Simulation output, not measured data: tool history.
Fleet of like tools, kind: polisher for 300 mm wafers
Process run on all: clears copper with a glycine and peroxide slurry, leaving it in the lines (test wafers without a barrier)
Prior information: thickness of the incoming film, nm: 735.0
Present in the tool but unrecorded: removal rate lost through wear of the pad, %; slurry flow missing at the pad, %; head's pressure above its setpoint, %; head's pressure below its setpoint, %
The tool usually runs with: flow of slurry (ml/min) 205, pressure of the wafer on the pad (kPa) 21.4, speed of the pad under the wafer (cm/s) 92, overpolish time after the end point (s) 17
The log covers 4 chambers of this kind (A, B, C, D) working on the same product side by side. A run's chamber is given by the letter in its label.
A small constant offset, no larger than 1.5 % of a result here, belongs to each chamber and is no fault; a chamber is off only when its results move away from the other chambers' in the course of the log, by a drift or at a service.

| run | hour | flow of slurry (ml/min) | pressure of the wafer on the pad (kPa) | speed of the pad under the wafer (cm/s) | overpolish time after the end point (s) | wafers polished on this pad | hours since the slurry nozzle was cleaned | hours since the head pressure was calibrated | time until the end point was called (s) | dishing of a wide line in a test structure (Å) |
|---|---|---|---|---|---|---|---|---|---|---|
| 1A | 7.3 | 205 | 21.4 | 92 | 17 | 46 | 170.9 | 178.8 | 141.59 | 376.41 |
|  | 9.6 | chamber B: worn pad replaced by a new one |
| 2B | 13.6 | 205 | 21.4 | 92 | 17 | 23 | 547.9 | 623.7 | 142.66 | 373.98 |
| 3C | 23.7 | 205 | 21.4 | 92 | 17 | 412 | 339.4 | 460.7 | 139.10 | 395.53 |
| 4D | 32.2 | 205 | 21.4 | 92 | 17 | 864 | 861.3 | 503.2 | 140.64 | 373.64 |
|  | 35.8 | chamber D: worn pad replaced by a new one |
| 5A | 40.6 | 205 | 21.4 | 92 | 17 | 244 | 204.2 | 212.1 | 140.14 | 373.74 |
| 6B | 49.3 | 205 | 21.4 | 92 | 17 | 235 | 583.6 | 659.4 | 144.55 | 377.34 |
| 7C | 59.6 | 205 | 21.4 | 92 | 17 | 625 | 375.3 | 496.6 | 142.49 | 376.45 |
| 8D | 70.7 | 205 | 21.4 | 92 | 17 | 207 | 899.8 | 541.7 | 137.12 | 382.80 |
| 9A | 80.1 | 205 | 21.4 | 92 | 17 | 478 | 243.7 | 251.6 | 143.41 | 373.33 |
|  | 80.7 | chamber C: slurry nozzle cleaned |
| 10D | 90.1 | 205 | 21.4 | 92 | 17 | 322 | 919.2 | 561.1 | 138.01 | 389.89 |
|  | 91.6 | chamber C: worn pad replaced by a new one |
| 11C | 101.2 | 205 | 21.4 | 92 | 17 | 57 | 20.5 | 538.2 | 140.96 | 370.40 |
| 12B | 108.3 | 205 | 21.4 | 92 | 17 | 585 | 642.6 | 718.4 | 146.15 | 377.23 |
| 13D | 118.6 | 205 | 21.4 | 92 | 17 | 491 | 947.7 | 589.6 | 139.68 | 377.57 |
| 14B | 124.8 | 205 | 21.4 | 92 | 17 | 683 | 659.1 | 734.9 | 143.27 | 369.73 |
| 15C | 133.5 | 205 | 21.4 | 92 | 17 | 248 | 52.8 | 570.5 | 137.57 | 382.43 |
|  | 141.4 | chamber D: slurry nozzle cleaned |
| 16A | 143.5 | 205 | 24.8 | 92 | 17 | 854 | 307.1 | 315.0 | 123.95 | 390.09 |
|  | 150.6 | chamber C: head pressure recalibrated |
|  | 154.3 | chamber B: slurry nozzle cleaned |
| 17C | 154.5 | 205 | 24.8 | 92 | 17 | 373 | 73.8 | 4.0 | 124.14 | 404.60 |
|  | 162.3 | chamber D: worn pad replaced by a new one |
| 18B | 166.9 | 205 | 24.8 | 92 | 17 | 933 | 12.6 | 777.0 | 127.89 | 400.27 |
| 19D | 178.9 | 205 | 24.8 | 92 | 17 | 98 | 37.5 | 649.9 | 122.38 | 396.00 |
| 20A | 184.7 | 205 | 21.4 | 92 | 17 | 1098 | 348.3 | 356.2 | 139.87 | 376.77 |
| 21D | 192.9 | 205 | 21.4 | 92 | 17 | 181 | 51.5 | 663.9 | 141.38 | 395.51 |
| 22B | 202.6 | 205 | 26.2 | 92 | 13 | 1144 | 48.3 | 812.7 | 121.36 | 357.25 |
|  | 209.8 | chamber C: worn pad replaced by a new one |
| 23C | 212.2 | 205 | 26.2 | 92 | 13 | 14 | 131.5 | 61.7 | 117.79 | 361.56 |
|  | 216.9 | chamber B: worn pad replaced by a new one |
| 24A | 218.2 | 205 | 26.2 | 92 | 13 | 1297 | 381.8 | 389.7 | 120.82 | 357.44 |
|  | 220.1 | chamber D: head pressure recalibrated |
| 25C | 226.5 | 205 | 26.2 | 92 | 13 | 99 | 145.8 | 76.0 | 116.55 | 372.62 |
| 26D | 232.4 | 205 | 21.4 | 92 | 17 | 416 | 91.0 | 12.4 | 142.11 | 384.49 |
| 27B | 241.8 | 205 | 21.4 | 92 | 17 | 147 | 87.5 | 851.9 | 141.79 | 367.40 |
|  | 248.8 | chamber A: worn pad replaced by a new one |
| 28A | 249.6 | 205 | 21.4 | 92 | 17 | 4 | 413.2 | 421.1 | 144.91 | 373.93 |
| 29C | 255.1 | 205 | 21.4 | 92 | 17 | 268 | 174.4 | 104.6 | 139.98 | 393.20 |
| 30D | 264.0 | 205 | 21.4 | 92 | 17 | 603 | 122.6 | 44.0 | 140.95 | 388.67 |
| 31A | 275.8 | 205 | 21.4 | 92 | 17 | 160 | 439.4 | 447.3 | 142.18 | 388.68 |
| 32B | 283.4 | 205 | 21.4 | 118 | 17 | 394 | 129.1 | 893.5 | 114.87 | 408.47 |

Is one chamber off against the others, does the gauge drift, or is nothing wrong? If a chamber is off, say which, and what the likeliest cause is.

Nothing is wrong: each chamber keeps only its own small, steady offset and the gauge holds still.
